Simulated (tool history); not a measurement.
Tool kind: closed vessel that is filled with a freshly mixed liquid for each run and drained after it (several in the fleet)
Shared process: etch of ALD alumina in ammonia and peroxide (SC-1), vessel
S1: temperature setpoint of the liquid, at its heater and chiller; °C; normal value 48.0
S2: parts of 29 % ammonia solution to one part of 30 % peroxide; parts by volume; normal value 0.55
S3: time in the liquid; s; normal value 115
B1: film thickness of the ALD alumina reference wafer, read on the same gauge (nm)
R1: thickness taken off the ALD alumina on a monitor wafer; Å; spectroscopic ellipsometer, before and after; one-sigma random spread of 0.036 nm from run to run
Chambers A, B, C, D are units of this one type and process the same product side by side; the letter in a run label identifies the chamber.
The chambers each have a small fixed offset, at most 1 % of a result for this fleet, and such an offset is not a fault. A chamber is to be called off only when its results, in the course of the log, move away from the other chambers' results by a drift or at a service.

run,hour,S1,S2,S3,B1,R1
1B,4.7,48.0,0.55,115,149.99,52.722
2C,10.1,48.0,0.55,115,150.02,52.712
3A,13.2,48.0,0.55,115,150.02,52.315
4D,18.2,48.0,0.55,115,150.00,52.227
5B,21.3,48.0,0.55,115,149.99,52.919
6A,26.2,48.0,0.55,115,149.97,52.396
7D,29.0,43.5,0.40,115,150.01,39.303
8C,32.7,43.5,0.40,115,150.01,38.825
9C,35.4,43.5,0.40,115,150.03,39.267
10A,39.6,43.5,0.40,115,150.01,39.259
11B,42.0,48.0,0.55,115,149.99,53.191
12D,45.0,48.0,0.55,115,149.98,52.977
13A,47.8,48.0,0.55,115,150.01,53.050
14C,52.8,48.0,0.55,115,149.97,51.827
15D,56.3,48.0,0.55,115,150.01,52.857
16B,61.2,48.0,0.55,115,150.01,52.829
17C,65.6,48.0,0.55,115,149.97,50.638
# hour 69.6: chamber B: new drum of ammonia solution connected
18D,70.5,57.5,0.55,115,149.99,88.179
19B,74.1,57.5,0.55,115,150.00,87.373
20A,77.4,57.5,0.55,115,150.00,87.975
21A,81.4,57.5,0.55,115,150.03,87.772
22D,85.3,48.0,0.55,115,150.00,52.587
23B,90.2,48.0,0.55,115,149.99,52.482
24C,93.6,48.0,0.55,115,150.01,50.306
25C,97.5,48.0,0.55,115,150.00,50.617
26B,101.5,43.0,0.25,115,149.98,37.213
27D,104.7,43.0,0.25,115,150.01,36.620
28A,109.4,43.0,0.25,115,150.02,36.082
29A,113.6,43.0,0.25,115,149.99,36.436
30B,117.0,48.0,0.55,115,150.03,53.245
31C,120.1,48.0,0.55,115,150.00,49.359
32D,123.6,48.0,0.55,115,150.00,53.153
33D,128.9,48.0,0.55,115,149.99,52.751

Next, every chamber runs the same settings. What will each give?
34A,132.8,48.0,0.55,150,,?
34B,132.8,48.0,0.55,150,,?
34C,132.8,48.0,0.55,150,,?
34D,132.8,48.0,0.55,150,,?

run,R1
34A,67.701
34B,70.007
34C,63.420
34D,68.820
